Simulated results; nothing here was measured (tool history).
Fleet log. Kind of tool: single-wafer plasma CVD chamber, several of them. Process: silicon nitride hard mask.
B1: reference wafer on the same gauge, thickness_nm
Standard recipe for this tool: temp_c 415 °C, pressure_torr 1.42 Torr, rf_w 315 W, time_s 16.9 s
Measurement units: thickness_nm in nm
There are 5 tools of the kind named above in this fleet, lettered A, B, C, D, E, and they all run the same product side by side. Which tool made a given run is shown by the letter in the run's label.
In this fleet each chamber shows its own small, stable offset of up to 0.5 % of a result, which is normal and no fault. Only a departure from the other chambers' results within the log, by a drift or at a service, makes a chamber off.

run 1C day=0.167 | temp_c=415 pressure_torr=1.42 rf_w=315 time_s=16.9 | B1=18.193 | thickness_nm=19.354
run 2E day=0.279 | temp_c=415 pressure_torr=1.42 rf_w=315 time_s=16.9 | B1=18.210 | thickness_nm=19.255
run 3B day=0.442 | temp_c=415 pressure_torr=1.42 rf_w=315 time_s=16.9 | B1=18.193 | thickness_nm=19.466
run 4A day=0.562 | temp_c=415 pressure_torr=1.42 rf_w=315 time_s=16.9 | B1=18.217 | thickness_nm=19.293
run 5D day=0.754 | temp_c=415 pressure_torr=1.42 rf_w=315 time_s=16.9 | B1=18.196 | thickness_nm=19.314
run 6C day=0.871 | temp_c=415 pressure_torr=1.42 rf_w=315 time_s=16.9 | B1=18.212 | thickness_nm=19.354
run 7B day=1.008 | temp_c=415 pressure_torr=1.42 rf_w=315 time_s=16.9 | B1=18.196 | thickness_nm=19.429
run 8E day=1.142 | temp_c=415 pressure_torr=1.42 rf_w=315 time_s=16.9 | B1=18.203 | thickness_nm=19.301
run 9A day=1.317 | temp_c=415 pressure_torr=1.42 rf_w=315 time_s=16.9 | B1=18.214 | thickness_nm=19.228
run 10D day=1.500 | temp_c=415 pressure_torr=1.42 rf_w=315 time_s=16.9 | B1=18.210 | thickness_nm=19.222
run 11D day=1.692 | temp_c=415 pressure_torr=1.42 rf_w=315 time_s=16.9 | B1=18.220 | thickness_nm=19.316
run 12B day=1.896 | temp_c=415 pressure_torr=1.42 rf_w=315 time_s=16.9 | B1=18.199 | thickness_nm=19.350
run 13C day=2.012 | temp_c=415 pressure_torr=1.42 rf_w=315 time_s=16.9 | B1=18.212 | thickness_nm=19.450
run 14A day=2.129 | temp_c=415 pressure_torr=1.42 rf_w=315 time_s=16.9 | B1=18.199 | thickness_nm=19.212
run 15E day=2.254 | temp_c=415 pressure_torr=1.42 rf_w=315 time_s=16.9 | B1=18.199 | thickness_nm=19.250
run 16A day=2.442 | temp_c=415 pressure_torr=1.42 rf_w=315 time_s=16.9 | B1=18.198 | thickness_nm=19.158
run 17E day=2.596 | temp_c=415 pressure_torr=1.42 rf_w=315 time_s=16.9 | B1=18.194 | thickness_nm=19.129
run 18D day=2.704 | temp_c=415 pressure_torr=1.42 rf_w=315 time_s=16.9 | B1=18.198 | thickness_nm=19.305
run 19C day=2.904 | temp_c=415 pressure_torr=1.42 rf_w=315 time_s=16.9 | B1=18.216 | thickness_nm=19.274
run 20B day=3.100 | temp_c=415 pressure_torr=1.42 rf_w=315 time_s=16.9 | B1=18.180 | thickness_nm=19.400
run 21C day=3.254 | temp_c=415 pressure_torr=1.42 rf_w=315 time_s=16.9 | B1=18.192 | thickness_nm=19.239
run 22D day=3.400 | temp_c=415 pressure_torr=1.42 rf_w=315 time_s=16.9 | B1=18.186 | thickness_nm=19.337
run 23A day=3.525 | temp_c=415 pressure_torr=1.42 rf_w=315 time_s=16.9 | B1=18.178 | thickness_nm=19.336
run 24B day=3.696 | temp_c=415 pressure_torr=1.42 rf_w=315 time_s=14.5 | B1=18.199 | thickness_nm=16.614
run 25E day=3.883 | temp_c=415 pressure_torr=1.42 rf_w=315 time_s=14.5 | B1=18.194 | thickness_nm=16.141
run 26D day=4.088 | temp_c=415 pressure_torr=1.42 rf_w=315 time_s=14.5 | B1=18.217 | thickness_nm=16.551
run 27A day=4.271 | temp_c=415 pressure_torr=1.42 rf_w=315 time_s=14.5 | B1=18.200 | thickness_nm=16.582
run 28B day=4.388 | temp_c=415 pressure_torr=1.42 rf_w=315 time_s=14.5 | B1=18.192 | thickness_nm=16.565
run 29E day=4.500 | temp_c=415 pressure_torr=1.42 rf_w=315 time_s=16.9 | B1=18.203 | thickness_nm=18.721
run 30C day=4.617 | temp_c=415 pressure_torr=1.42 rf_w=315 time_s=16.9 | B1=18.200 | thickness_nm=19.264
run 31C day=4.762 | temp_c=415 pressure_torr=1.42 rf_w=315 time_s=16.9 | B1=18.181 | thickness_nm=19.230
run 32B day=4.971 | temp_c=415 pressure_torr=1.42 rf_w=315 time_s=16.9 | B1=18.203 | thickness_nm=19.429
run 33A day=5.071 | temp_c=415 pressure_torr=1.42 rf_w=315 time_s=16.9 | B1=18.182 | thickness_nm=19.312
run 34E day=5.229 | temp_c=415 pressure_torr=1.42 rf_w=315 time_s=16.9 | B1=18.193 | thickness_nm=18.632
run 35D day=5.425 | temp_c=415 pressure_torr=1.42 rf_w=315 time_s=16.9 | B1=18.203 | thickness_nm=19.264
run 36E day=5.558 | temp_c=415 pressure_torr=1.42 rf_w=315 time_s=16.9 | B1=18.198 | thickness_nm=18.623
run 37D day=5.758 | temp_c=404 pressure_torr=1.42 rf_w=315 time_s=16.9 | B1=18.193 | thickness_nm=19.275

Is one chamber off against the others, does the gauge drift, or is nothing wrong? If a chamber is off, say which, and what the likeliest cause is.

Chamber E drifts away from the others.
Most likely cause: delivered RF power below the setpoint (%) = 6.17.

Chamber E could run next with any of the 4 candidate recipes listed below; each alters the usual settings, and their results appear as question marks. Which one brings its results back in line with what the other chambers deliver on the usual settings?
Counts as in line when no further than this from what the other chambers average on the usual settings: thickness_nm 0.230 nm
run 38E-1 day=5.908 | temp_c=415 pressure_torr=1.60 rf_w=315 time_s=16.9 | thickness_nm=?
run 38E-2 day=5.908 | temp_c=415 pressure_torr=1.40 rf_w=315 time_s=16.3 | thickness_nm=?
run 38E-3 day=5.908 | temp_c=415 pressure_torr=1.39 rf_w=305 time_s=16.2 | thickness_nm=?
run 38E-4 day=5.908 | temp_c=415 pressure_torr=1.50 rf_w=340 time_s=16.9 | thickness_nm=?

Average result of the remaining chambers running the usual settings: thickness_nm 19.301 nm
run=38E-1 thickness_nm=19.186
run=38E-2 thickness_nm=17.790
run=38E-3 thickness_nm=17.263
run=38E-4 thickness_nm=19.800
The right change is 38E-1: it brings the chamber back within the allowed miss of the others.
